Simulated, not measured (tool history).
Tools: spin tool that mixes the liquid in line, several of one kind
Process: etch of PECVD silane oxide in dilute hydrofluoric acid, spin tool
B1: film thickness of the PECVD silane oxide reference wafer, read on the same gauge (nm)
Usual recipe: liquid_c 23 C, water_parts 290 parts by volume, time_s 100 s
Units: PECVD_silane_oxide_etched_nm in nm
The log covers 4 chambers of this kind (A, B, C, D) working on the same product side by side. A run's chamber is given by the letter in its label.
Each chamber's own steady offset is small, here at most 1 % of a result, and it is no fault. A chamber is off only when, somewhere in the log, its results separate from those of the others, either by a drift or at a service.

Run 1B, hour 10.6: usual settings; B1 69.959. Result: PECVD_silane_oxide_etched_nm 4.2604 nm.
Run 2A, hour 22.6: usual settings; B1 70.008. Result: PECVD_silane_oxide_etched_nm 4.2566 nm.
Run 3C, hour 32.5: usual settings; B1 70.013. Result: PECVD_silane_oxide_etched_nm 4.3464 nm.
Run 4D, hour 39.5: usual settings; B1 69.996. Result: PECVD_silane_oxide_etched_nm 4.3259 nm.
Run 5D, hour 46.1: usual settings; B1 70.041. Result: PECVD_silane_oxide_etched_nm 4.2749 nm.
Run 6C, hour 52.7: usual settings; B1 70.032. Result: PECVD_silane_oxide_etched_nm 4.3417 nm.
Run 7A, hour 64.1: usual settings; B1 69.989. Result: PECVD_silane_oxide_etched_nm 4.2893 nm.
Run 8B, hour 76.7: usual settings; B1 69.988. Result: PECVD_silane_oxide_etched_nm 4.3368 nm.
Run 9B, hour 86.8: usual settings; B1 70. Result: PECVD_silane_oxide_etched_nm 4.2894 nm.
Run 10D, hour 96.8: usual settings; B1 70.051. Result: PECVD_silane_oxide_etched_nm 4.343 nm.
Run 11C, hour 103: usual settings; B1 70.034. Result: PECVD_silane_oxide_etched_nm 4.275 nm.
Run 12A, hour 116: usual settings; B1 70.023. Result: PECVD_silane_oxide_etched_nm 4.3342 nm.
Run 13A, hour 125.5: usual settings; B1 69.969. Result: PECVD_silane_oxide_etched_nm 4.2981 nm.
Run 14D, hour 132.2: usual settings; B1 69.998. Result: PECVD_silane_oxide_etched_nm 4.3446 nm.
Run 15C, hour 138.9: usual settings but liquid_c 20.5 C; B1 70.018. Result: PECVD_silane_oxide_etched_nm 3.8728 nm.
Run 16B, hour 144.9: usual settings but liquid_c 20.5 C; B1 70.013. Result: PECVD_silane_oxide_etched_nm 3.867 nm.
Run 17A, hour 153.5: usual settings but liquid_c 20.5 C; B1 69.967. Result: PECVD_silane_oxide_etched_nm 3.9512 nm.
Run 18B, hour 161.4: usual settings but liquid_c 20.5 C; B1 69.97. Result: PECVD_silane_oxide_etched_nm 3.928 nm.
Run 19C, hour 168.3: usual settings; B1 69.997. Result: PECVD_silane_oxide_etched_nm 4.2631 nm.
Run 20D, hour 177.3: usual settings; B1 70.055. Result: PECVD_silane_oxide_etched_nm 4.2966 nm.
Run 21D, hour 184.3: usual settings; B1 70.023. Result: PECVD_silane_oxide_etched_nm 4.3845 nm.
Run 22C, hour 197: usual settings; B1 70.01. Result: PECVD_silane_oxide_etched_nm 4.2787 nm.
Run 23B, hour 205.9: usual settings; B1 69.99. Result: PECVD_silane_oxide_etched_nm 4.3604 nm.
Run 24A, hour 217.3: usual settings; B1 70.005. Result: PECVD_silane_oxide_etched_nm 4.343 nm.
At hour 228.5: chamber A: hydrofluoric acid flow meter replaced.
Run 25A, hour 229.9: usual settings; B1 69.98. Result: PECVD_silane_oxide_etched_nm 4.3248 nm.
Run 26D, hour 236.6: usual settings; B1 70.046. Result: PECVD_silane_oxide_etched_nm 4.3052 nm.
At hour 238.8: chamber B: hydrofluoric acid flow meter replaced.
Run 27B, hour 249.3: usual settings; B1 69.994. Result: PECVD_silane_oxide_etched_nm 4.3941 nm.
Run 28C, hour 261.1: usual settings; B1 69.962. Result: PECVD_silane_oxide_etched_nm 4.2917 nm.
Run 29D, hour 269.9: usual settings; B1 69.954. Result: PECVD_silane_oxide_etched_nm 4.3062 nm.

What goes on in this fleet: one chamber off, a drifting gauge, or nothing beyond the chambers' own small offsets? Name the chamber and the cause, if any.

No chamber is off and the gauge is stable; the differences are just each chamber's small, constant offset.

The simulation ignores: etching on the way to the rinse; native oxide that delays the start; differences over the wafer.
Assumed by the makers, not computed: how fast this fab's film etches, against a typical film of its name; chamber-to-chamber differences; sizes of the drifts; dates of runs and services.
